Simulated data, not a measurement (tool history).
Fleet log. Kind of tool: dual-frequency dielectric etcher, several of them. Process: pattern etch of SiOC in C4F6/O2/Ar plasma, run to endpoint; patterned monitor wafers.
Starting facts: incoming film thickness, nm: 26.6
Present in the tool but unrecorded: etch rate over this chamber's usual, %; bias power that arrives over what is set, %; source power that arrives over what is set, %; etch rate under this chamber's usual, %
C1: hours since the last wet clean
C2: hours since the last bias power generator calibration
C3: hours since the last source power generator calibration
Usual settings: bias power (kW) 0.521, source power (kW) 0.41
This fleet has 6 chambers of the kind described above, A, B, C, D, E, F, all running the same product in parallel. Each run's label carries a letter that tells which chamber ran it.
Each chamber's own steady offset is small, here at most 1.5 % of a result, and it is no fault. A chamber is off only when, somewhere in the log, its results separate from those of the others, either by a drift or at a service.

{"run": "1A", "hour": 11.5, "bias power (kW)": 0.521, "source power (kW)": 0.41, "C1": 279.9, "C2": 3265.2, "C3": 703.4, "endpoint time (s)": 8.6151}
{"run": "2F", "hour": 20.7, "bias power (kW)": 0.521, "source power (kW)": 0.41, "C1": 113.6, "C2": 1645.6, "C3": 654.3, "endpoint time (s)": 8.7506}
{"run": "3C", "hour": 28.9, "bias power (kW)": 0.521, "source power (kW)": 0.41, "C1": 256.2, "C2": 2371.7, "C3": 823.8, "endpoint time (s)": 8.6872}
{"run": "4E", "hour": 39.0, "bias power (kW)": 0.521, "source power (kW)": 0.41, "C1": 345, "C2": 237.3, "C3": 1296.9, "endpoint time (s)": 8.8206}
{"run": "5B", "hour": 49.3, "bias power (kW)": 0.521, "source power (kW)": 0.41, "C1": 286.6, "C2": 2530.4, "C3": 2044.9, "endpoint time (s)": 8.7506}
{"run": "6D", "hour": 57.0, "bias power (kW)": 0.521, "source power (kW)": 0.41, "C1": 302.9, "C2": 875.1, "C3": 572.2, "endpoint time (s)": 8.7585}
{"run": "7B", "hour": 69.9, "bias power (kW)": 0.521, "source power (kW)": 0.41, "C1": 307.2, "C2": 2551, "C3": 2065.5, "endpoint time (s)": 8.7094}
{"run": "8C", "hour": 84.1, "bias power (kW)": 0.521, "source power (kW)": 0.41, "C1": 311.4, "C2": 2426.9, "C3": 879, "endpoint time (s)": 8.8495}
{"run": "9E", "hour": 93.9, "bias power (kW)": 0.521, "source power (kW)": 0.41, "C1": 399.9, "C2": 292.2, "C3": 1351.8, "endpoint time (s)": 8.6718}
{"run": "10D", "hour": 102.3, "bias power (kW)": 0.521, "source power (kW)": 0.41, "C1": 348.2, "C2": 920.4, "C3": 617.5, "endpoint time (s)": 8.7201}
{"run": "11F", "hour": 109.3, "bias power (kW)": 0.597, "source power (kW)": 0.48, "C1": 202.2, "C2": 1734.2, "C3": 742.9, "endpoint time (s)": 7.8038}
{"run": "12A", "hour": 120.4, "bias power (kW)": 0.597, "source power (kW)": 0.48, "C1": 388.8, "C2": 3374.1, "C3": 812.3, "endpoint time (s)": 7.7588}
{"run": "13F", "hour": 133.0, "bias power (kW)": 0.597, "source power (kW)": 0.48, "C1": 225.9, "C2": 1757.9, "C3": 766.6, "endpoint time (s)": 7.7716}
{"hour": 137.5, "done": "chamber C: wet clean of the chamber"}
{"run": "14E", "hour": 147.2, "bias power (kW)": 0.597, "source power (kW)": 0.48, "C1": 453.2, "C2": 345.5, "C3": 1405.1, "endpoint time (s)": 7.8711}
{"hour": 149.0, "done": "chamber D: wet clean of the chamber"}
{"run": "15C", "hour": 157.4, "bias power (kW)": 0.597, "source power (kW)": 0.48, "C1": 20, "C2": 2500.2, "C3": 952.3, "endpoint time (s)": 7.8421}
{"run": "16D", "hour": 164.6, "bias power (kW)": 0.597, "source power (kW)": 0.48, "C1": 15.7, "C2": 982.7, "C3": 679.8, "endpoint time (s)": 7.7228}
{"run": "17A", "hour": 170.9, "bias power (kW)": 0.629, "source power (kW)": 0.44, "C1": 439.3, "C2": 3424.6, "C3": 862.8, "endpoint time (s)": 7.9154}
{"run": "18B", "hour": 182.9, "bias power (kW)": 0.629, "source power (kW)": 0.44, "C1": 420.2, "C2": 2664, "C3": 2178.5, "endpoint time (s)": 7.9386}
{"run": "19A", "hour": 192.4, "bias power (kW)": 0.629, "source power (kW)": 0.44, "C1": 460.8, "C2": 3446.1, "C3": 884.3, "endpoint time (s)": 7.8152}
{"run": "20C", "hour": 205.0, "bias power (kW)": 0.629, "source power (kW)": 0.44, "C1": 67.6, "C2": 2547.8, "C3": 999.9, "endpoint time (s)": 7.9169}
{"run": "21D", "hour": 219.4, "bias power (kW)": 0.629, "source power (kW)": 0.44, "C1": 70.5, "C2": 1037.5, "C3": 734.6, "endpoint time (s)": 7.8321}
{"hour": 224.8, "done": "chamber B: wet clean of the chamber"}
{"run": "22E", "hour": 232.0, "bias power (kW)": 0.629, "source power (kW)": 0.44, "C1": 538, "C2": 430.3, "C3": 1489.9, "endpoint time (s)": 7.8499}
{"run": "23F", "hour": 244.3, "bias power (kW)": 0.521, "source power (kW)": 0.41, "C1": 337.2, "C2": 1869.2, "C3": 877.9, "endpoint time (s)": 8.7114}
{"run": "24B", "hour": 252.0, "bias power (kW)": 0.521, "source power (kW)": 0.41, "C1": 27.2, "C2": 2733.1, "C3": 2247.6, "endpoint time (s)": 8.7048}
{"run": "25F", "hour": 262.3, "bias power (kW)": 0.521, "source power (kW)": 0.41, "C1": 355.2, "C2": 1887.2, "C3": 895.9, "endpoint time (s)": 8.7109}
{"run": "26B", "hour": 275.8, "bias power (kW)": 0.521, "source power (kW)": 0.41, "C1": 51, "C2": 2756.9, "C3": 2271.4, "endpoint time (s)": 8.7264}
{"run": "27E", "hour": 290.2, "bias power (kW)": 0.521, "source power (kW)": 0.41, "C1": 596.2, "C2": 488.5, "C3": 1548.1, "endpoint time (s)": 8.8288}
{"run": "28C", "hour": 301.7, "bias power (kW)": 0.521, "source power (kW)": 0.41, "C1": 164.3, "C2": 2644.5, "C3": 1096.6, "endpoint time (s)": 8.6586}
{"run": "29D", "hour": 312.9, "bias power (kW)": 0.521, "source power (kW)": 0.41, "C1": 164, "C2": 1131, "C3": 828.1, "endpoint time (s)": 8.7605}
{"run": "30A", "hour": 326.5, "bias power (kW)": 0.521, "source power (kW)": 0.41, "C1": 594.9, "C2": 3580.2, "C3": 1018.4, "endpoint time (s)": 8.736}
{"run": "31D", "hour": 332.8, "bias power (kW)": 0.521, "source power (kW)": 0.41, "C1": 183.9, "C2": 1150.9, "C3": 848, "endpoint time (s)": 8.7574}
{"hour": 334.6, "done": "chamber A: wet clean of the chamber"}
{"run": "32A", "hour": 344.4, "bias power (kW)": 0.521, "source power (kW)": 0.41, "C1": 9.9, "C2": 3598.1, "C3": 1036.3, "endpoint time (s)": 8.714}
{"hour": 349.4, "done": "chamber E: wet clean of the chamber"}
{"run": "33F", "hour": 356.9, "bias power (kW)": 0.521, "source power (kW)": 0.41, "C1": 449.8, "C2": 1981.8, "C3": 990.5, "endpoint time (s)": 8.7992}
{"run": "34B", "hour": 365.2, "bias power (kW)": 0.521, "source power (kW)": 0.41, "C1": 140.4, "C2": 2846.3, "C3": 2360.8, "endpoint time (s)": 8.6718}
{"run": "35C", "hour": 379.6, "bias power (kW)": 0.521, "source power (kW)": 0.41, "C1": 242.2, "C2": 2722.4, "C3": 1174.5, "endpoint time (s)": 8.7826}
{"run": "36E", "hour": 392.5, "bias power (kW)": 0.521, "source power (kW)": 0.41, "C1": 43.1, "C2": 590.8, "C3": 1650.4, "endpoint time (s)": 8.8423}
{"run": "37C", "hour": 406.5, "bias power (kW)": 0.521, "source power (kW)": 0.41, "C1": 269.1, "C2": 2749.3, "C3": 1201.4, "endpoint time (s)": 8.6693}
{"run": "38A", "hour": 415.4, "bias power (kW)": 0.521, "source power (kW)": 0.41, "C1": 80.9, "C2": 3669.1, "C3": 1107.3, "endpoint time (s)": 8.5895}
{"run": "39E", "hour": 427.8, "bias power (kW)": 0.521, "source power (kW)": 0.41, "C1": 78.4, "C2": 626.1, "C3": 1685.7, "endpoint time (s)": 8.7803}
{"run": "40B", "hour": 438.1, "bias power (kW)": 0.521, "source power (kW)": 0.41, "C1": 213.3, "C2": 2919.2, "C3": 2433.7, "endpoint time (s)": 8.8598}
{"run": "41D", "hour": 444.7, "bias power (kW)": 0.521, "source power (kW)": 0.41, "C1": 295.8, "C2": 1262.8, "C3": 959.9, "endpoint time (s)": 8.6959}

The same settings go to every chamber for the next run, one line per chamber below. Forecast the results for each:
{"run": "42A", "hour": 455.0, "bias power (kW)": 0.521, "source power (kW)": 0.41, "endpoint time (s)": "?"}
{"run": "42B", "hour": 455.0, "bias power (kW)": 0.521, "source power (kW)": 0.41, "endpoint time (s)": "?"}
{"run": "42C", "hour": 455.0, "bias power (kW)": 0.521, "source power (kW)": 0.41, "endpoint time (s)": "?"}
{"run": "42D", "hour": 455.0, "bias power (kW)": 0.521, "source power (kW)": 0.41, "endpoint time (s)": "?"}
{"run": "42E", "hour": 455.0, "bias power (kW)": 0.521, "source power (kW)": 0.41, "endpoint time (s)": "?"}
{"run": "42F", "hour": 455.0, "bias power (kW)": 0.521, "source power (kW)": 0.41, "endpoint time (s)": "?"}

run=42A endpoint_time_(s)=8.633
run=42B endpoint_time_(s)=8.7826
run=42C endpoint_time_(s)=8.6391
run=42D endpoint_time_(s)=8.7102
run=42E endpoint_time_(s)=8.8406
run=42F endpoint_time_(s)=8.8563
